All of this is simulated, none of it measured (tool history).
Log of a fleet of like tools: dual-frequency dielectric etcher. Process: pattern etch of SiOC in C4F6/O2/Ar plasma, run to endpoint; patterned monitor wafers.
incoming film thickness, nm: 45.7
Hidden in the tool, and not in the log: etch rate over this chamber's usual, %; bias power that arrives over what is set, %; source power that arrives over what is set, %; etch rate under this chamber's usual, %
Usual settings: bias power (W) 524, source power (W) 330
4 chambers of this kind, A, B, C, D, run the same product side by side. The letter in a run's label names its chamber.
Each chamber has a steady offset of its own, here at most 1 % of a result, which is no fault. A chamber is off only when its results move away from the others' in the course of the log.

run   hour  bias power (W)  source power (W)  hours since the last wet clean  hours since the last bias power generator calibration  hours since the last source power generator calibration  endpoint time (s)
 1D    8.9             524               330                           380.1                                                  870.0                                                   2487.1             16.024
      17.4  -- chamber B: wet clean of the chamber
      20.4  -- chamber C: wet clean of the chamber
 2B   21.8             524               330                             4.5                                                 1062.4                                                    929.5             16.059
 3A   30.6             524               330                            51.1                                                  612.1                                                   1845.2             16.103
      33.2  -- chamber D: wet clean of the chamber
 4C   39.0             524               330                            18.7                                                 2243.7                                                    162.3             15.966
 5D   48.5             524               330                            15.3                                                  909.6                                                   2526.7             16.033
 6C   60.7             607               380                            40.4                                                 2265.4                                                    184.0             14.477
 7A   69.9             607               380                            90.4                                                  651.4                                                   1884.5             14.642
 8B   79.3             607               380                            62.0                                                 1119.9                                                    987.0             14.547
 9B   89.0             607               380                            71.7                                                 1129.6                                                    996.7             14.520
10D  101.2             524               330                            68.0                                                  962.3                                                   2579.4             16.287
11A  109.3             524               330                           129.8                                                  690.8                                                   1923.9             16.176
12C  117.5             524               330                            97.2                                                 2322.2                                                    240.8             15.871
13B  131.8             524               330                           114.5                                                 1172.4                                                   1039.5             16.300
14A  142.8             524               330                           163.3                                                  724.3                                                   1957.4             16.203
15D  150.8             524               330                           117.6                                                 1011.9                                                   2629.0             15.908
16C  159.2             439               390                           138.9                                                 2363.9                                                    282.5             16.076
17D  166.9             439               390                           133.7                                                 1028.0                                                   2645.1             16.218
18C  178.3             439               390                           158.0                                                 2383.0                                                    301.6             16.240
19A  190.3             439               390                           210.8                                                  771.8                                                   2004.9             16.161
20B  199.7             524               330                           182.4                                                 1240.3                                                   1107.4             16.171
21C  214.3             524               330                           194.0                                                 2419.0                                                    337.6             16.150
22A  227.3             524               330                           247.8                                                  808.8                                                   2041.9             16.349
23B  239.0             524               330                           221.7                                                 1279.6                                                   1146.7             16.102
24D  250.6             524               330                           217.4                                                 1111.7                                                   2728.8             16.092
25C  257.9             524               330                           237.6                                                 2462.6                                                    381.2             16.022
26B  266.0             524               330                           248.7                                                 1306.6                                                   1173.7             16.318
27D  275.6             524               330                           242.4                                                 1136.7                                                   2753.8             16.073
28A  283.0             524               400                           303.5                                                  864.5                                                   2097.6             15.290
29B  291.6             524               400                           274.3                                                 1332.2                                                   1199.3             15.193
30A  305.9             524               400                           326.4                                                  887.4                                                   2120.5             15.338
31C  314.9             524               400                           294.6                                                 2519.6                                                    438.2             14.944

All 4 chambers run these settings next. Forecast each chamber's results:
32A  325.7             524               300                                                                                                                                                                  ?
32B  325.7             524               300                                                                                                                                                                  ?
32C  325.7             524               300                                                                                                                                                                  ?
32D  325.7             524               300                                                                                                                                                                  ?

run  endpoint time (s)
32A             16.883
32B             17.065
32C             16.608
32D             16.700
